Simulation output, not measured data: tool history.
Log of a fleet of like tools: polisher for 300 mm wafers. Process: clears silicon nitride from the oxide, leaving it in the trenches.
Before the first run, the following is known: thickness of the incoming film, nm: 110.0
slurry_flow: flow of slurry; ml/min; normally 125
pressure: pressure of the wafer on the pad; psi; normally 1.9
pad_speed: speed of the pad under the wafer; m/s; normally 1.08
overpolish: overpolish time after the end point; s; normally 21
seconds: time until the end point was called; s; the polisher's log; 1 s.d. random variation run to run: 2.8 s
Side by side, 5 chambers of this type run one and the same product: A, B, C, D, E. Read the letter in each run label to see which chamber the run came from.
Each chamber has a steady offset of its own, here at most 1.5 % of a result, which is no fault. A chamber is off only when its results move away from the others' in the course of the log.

run,hour,slurry_flow,pressure,pad_speed,overpolish,seconds
# hour 0.9: chamber A: slurry nozzle cleaned
1E,8.4,125,1.9,1.08,21,152.23
2A,16.0,125,1.9,1.08,21,151.38
3D,23.7,125,1.9,1.08,21,147.92
4B,33.1,125,1.9,1.08,21,156.16
5C,45.0,125,1.9,1.26,21,129.88
6E,54.3,125,1.9,1.26,21,133.39
7A,67.3,125,1.9,1.26,21,128.01
8C,75.2,125,1.9,1.26,21,134.17
# hour 80.8: chamber D: head pressure recalibrated
9B,87.8,125,1.9,1.26,21,132.64
10D,103.4,125,1.9,1.08,21,153.56
# hour 111.6: chamber C: slurry nozzle cleaned
11A,113.1,125,1.9,1.08,21,153.95
# hour 127.5: chamber E: worn pad replaced by a new one
12E,128.5,125,1.9,1.08,21,153.30
13D,140.6,125,1.9,1.22,21,137.79
# hour 144.4: chamber B: worn pad replaced by a new one
# hour 144.5: chamber A: worn pad replaced by a new one
14C,148.6,125,1.9,1.22,21,144.27
15B,158.1,125,1.9,1.22,21,140.39
16C,167.0,125,1.9,1.22,21,136.27
17A,182.7,125,1.9,1.22,21,138.65
18E,190.9,125,1.9,1.08,21,157.35
19D,202.4,125,1.9,1.08,21,155.76
20B,217.7,125,1.4,1.22,21,192.33
# hour 225.0: chamber E: head pressure recalibrated
21B,233.3,125,1.4,1.22,21,192.15
22D,249.1,125,1.4,1.22,21,183.30
23C,260.4,125,1.4,1.22,21,191.83
24A,274.6,125,1.4,1.22,21,182.00
25E,288.6,125,1.9,1.08,21,151.15
# hour 290.9: chamber E: worn pad replaced by a new one
# hour 293.1: chamber D: worn pad replaced by a new one
# hour 294.2: chamber A: worn pad replaced by a new one
26D,299.2,125,1.9,1.08,21,153.50
# hour 308.6: chamber C: head pressure recalibrated
27C,309.4,125,1.9,1.08,21,167.21
28B,320.9,125,1.9,1.08,21,160.53
29E,331.6,125,1.9,1.08,21,151.34
30A,346.9,125,1.9,1.08,21,151.27
31B,360.8,125,1.9,1.08,21,156.37
32E,368.6,125,1.9,1.08,21,156.47
33A,382.8,125,1.9,1.08,21,155.43
34D,397.1,125,1.9,1.08,21,150.84
# hour 411.9: chamber D: slurry nozzle cleaned
35C,412.3,125,1.9,1.08,21,168.54
# hour 416.5: chamber D: head pressure recalibrated
36E,426.7,125,1.9,1.08,21,160.43
# hour 432.3: chamber B: slurry nozzle cleaned
37A,436.7,105,1.9,1.08,21,162.07
# hour 436.9: chamber B: worn pad replaced by a new one
# hour 440.0: chamber B: head pressure recalibrated
38B,448.0,105,1.9,1.08,21,167.07
# hour 448.9: chamber A: worn pad replaced by a new one
# hour 456.4: chamber E: worn pad replaced by a new one
39C,457.8,105,1.9,1.08,21,175.23
40D,468.8,105,1.9,1.08,21,160.56
41B,483.4,105,1.9,1.08,21,162.06
42A,493.4,125,1.9,1.08,21,154.58
43E,507.4,125,1.9,1.08,21,158.44

One chamber off, gauge drift, or nothing amiss beyond the chambers' own small offsets? If it is a chamber, which one, and what is the likeliest cause?

Chamber C drifts away from the others.
Likeliest cause: removal rate lost through wear of the pad, % = 10.

Chamber C could run next with any of the 4 candidate recipes listed below; each alters the usual settings, and their results appear as question marks. Which one brings its results back in line with what the other chambers deliver on the usual settings?
In-line tolerance around the mean of the other chambers on the usual settings: seconds 9.90 s
44C-1,518.9,120,1.9,0.88,21,?
44C-2,518.9,125,2.0,1.14,21,?
44C-3,518.9,75,1.9,1.08,21,?
44C-4,518.9,125,2.1,1.20,21,?

On the usual settings, the other chambers give on average: seconds 154.77 s
run,seconds
44C-1,211.54
44C-2,153.13
44C-3,194.97
44C-4,138.42
With 44C-2, the chamber falls back in line with the rest.
